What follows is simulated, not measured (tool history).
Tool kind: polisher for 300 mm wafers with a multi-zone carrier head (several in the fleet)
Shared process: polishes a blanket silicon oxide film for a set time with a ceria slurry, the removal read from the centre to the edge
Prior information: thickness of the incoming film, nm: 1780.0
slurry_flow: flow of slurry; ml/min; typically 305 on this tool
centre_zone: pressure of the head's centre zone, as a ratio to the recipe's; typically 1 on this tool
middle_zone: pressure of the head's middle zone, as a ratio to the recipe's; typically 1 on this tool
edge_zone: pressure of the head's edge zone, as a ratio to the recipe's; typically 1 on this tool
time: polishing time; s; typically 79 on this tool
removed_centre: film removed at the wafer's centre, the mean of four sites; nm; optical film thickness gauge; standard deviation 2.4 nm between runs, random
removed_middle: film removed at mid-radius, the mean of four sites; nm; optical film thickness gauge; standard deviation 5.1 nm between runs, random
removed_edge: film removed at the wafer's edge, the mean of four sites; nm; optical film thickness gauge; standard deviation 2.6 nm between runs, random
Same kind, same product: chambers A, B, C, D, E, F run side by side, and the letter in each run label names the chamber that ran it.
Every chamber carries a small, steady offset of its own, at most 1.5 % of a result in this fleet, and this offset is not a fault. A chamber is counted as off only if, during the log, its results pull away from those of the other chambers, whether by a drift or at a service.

run   hour  slurry_flow  centre_zone  middle_zone  edge_zone  time  removed_centre  removed_middle  removed_edge
       1.4  -- chamber B: centre zone pressure recalibrated
 1C    2.1          305            1            1          1    79           341.6          342.89        334.12
       4.5  -- chamber D: worn pad replaced by a new one
 2F    6.3          305            1            1          1    79          337.51          335.14        339.33
 3D    8.3          305            1            1          1    79          335.95          348.16        336.74
 4B   10.8          305            1            1          1    79          341.84          342.58        335.96
 5A   13.5          305            1            1          1    79          336.61          349.66        344.23
 6E   16.1          305            1            1          1    79          340.92          344.35        339.15
 7B   20.3          305            1            1          1    79          339.37          335.85         340.5
      20.5  -- chamber E: worn pad replaced by a new one
 8F   23.9          305            1            1          1    79          340.01          337.22        337.18
 9C   27.6          305            1            1          1    79           345.1          332.99        336.81
        28  -- chamber C: centre zone pressure recalibrated
      28.4  -- chamber F: worn pad replaced by a new one
10A   30.9          305            1            1          1    79          339.29          335.49        341.91
11D   33.8          305            1            1          1    79           339.5           339.8        337.96
12E   36.5          305            1            1          1    79          336.84          332.52        338.72
13C   40.4          305            1         1.04          1   100          430.52          454.35        425.49
      41.1  -- chamber A: centre zone pressure recalibrated
      41.6  -- chamber A: worn pad replaced by a new one
14B   42.9          305            1         1.04          1   100          427.41          451.43        432.44
15E   45.4          305            1         1.04          1   100          427.51          446.85        433.51
16F   47.8          305            1         1.04          1   100          428.56          446.93        423.54
17D   51.2          305            1         1.04          1   100          426.14          442.38        424.63
      53.1  -- chamber B: worn pad replaced by a new one
18A   54.4          305            1         1.04          1   100          458.52          433.38        426.41
19F     58          305            1            1          1    79          337.42          343.55        336.53
      59.5  -- chamber B: edge zone pressure recalibrated
      60.8  -- chamber A: slurry nozzle cleaned
      61.9  -- chamber C: slurry nozzle cleaned
      62.3  -- chamber C: worn pad replaced by a new one
20C   62.3          305            1            1          1    79          340.62           327.4        337.51
21D   65.2          305            1            1          1    79          337.27          346.01        337.61
22B   67.6          305            1            1          1    79          338.77          333.94         340.1
23E     70          305            1            1          1    79          339.17          347.08        339.67
24A   73.1          305            1            1          1    79          363.32          340.88         345.3
25F   76.4          305            1            1          1    79          337.72          335.98        333.67
      78.3  -- chamber B: slurry nozzle cleaned
26B   79.2          205          0.9            1          1    79          284.28          316.03        322.55
27A   81.5          205          0.9            1          1    79          308.49          322.87        328.22
28C   84.6          205          0.9            1          1    79          288.73          316.96         321.1
29E   87.4          205          0.9            1          1    79          286.36          322.83        325.92
      88.7  -- chamber D: worn pad replaced by a new one
30D   89.7          205          0.9            1          1    79          283.78          326.56        325.87
31B   93.4          205          0.9            1          1    79          282.03          314.85         323.2
32F   97.4          305            1            1          1    79          341.95          343.99         336.7
33C  101.1          305            1            1          1    79          342.17          334.71        338.04
34A    103          305            1            1          1    79          364.04          327.07        340.53
35E  106.2          305         1.07            1          1    79          368.33          340.61        334.28
36D  109.1          305         1.07            1          1    79          362.85          334.02        340.91
37A  111.6          305         1.07            1          1    79          391.21          341.58        338.84
38E  113.8          305         1.07            1          1    79          369.58          342.18        340.27
39F  117.4          305         1.07            1          1    79          367.23          343.04         339.1
40C  120.9          305         1.07            1          1    79          370.05          337.01        334.39
41B  123.9          305            1            1       0.92    95          411.82          408.66        386.38
42D  127.6          305            1            1       0.92    95          406.42          412.22        393.58
43D  129.9          305            1            1       0.92    95          402.88          394.36        390.68
44A  133.3          305            1            1       0.92    95          435.07          405.57         388.8

Predict what each chamber gives when all 6 of them run the settings below next.
45A  136.4          210            1            1          1    79               ?               ?             ?
45B  136.4          210            1            1          1    79               ?               ?             ?
45C  136.4          210            1            1          1    79               ?               ?             ?
45D  136.4          210            1            1          1    79               ?               ?             ?
45E  136.4          210            1            1          1    79               ?               ?             ?
45F  136.4          210            1            1          1    79               ?               ?             ?

run  removed_centre  removed_middle  removed_edge
45A          344.58          326.41        329.87
45B          320.93          321.77        331.48
45C          321.86          324.02           325
45D          325.84          326.68        327.41
45E          322.61           321.1        324.74
45F           326.6          321.82        328.05
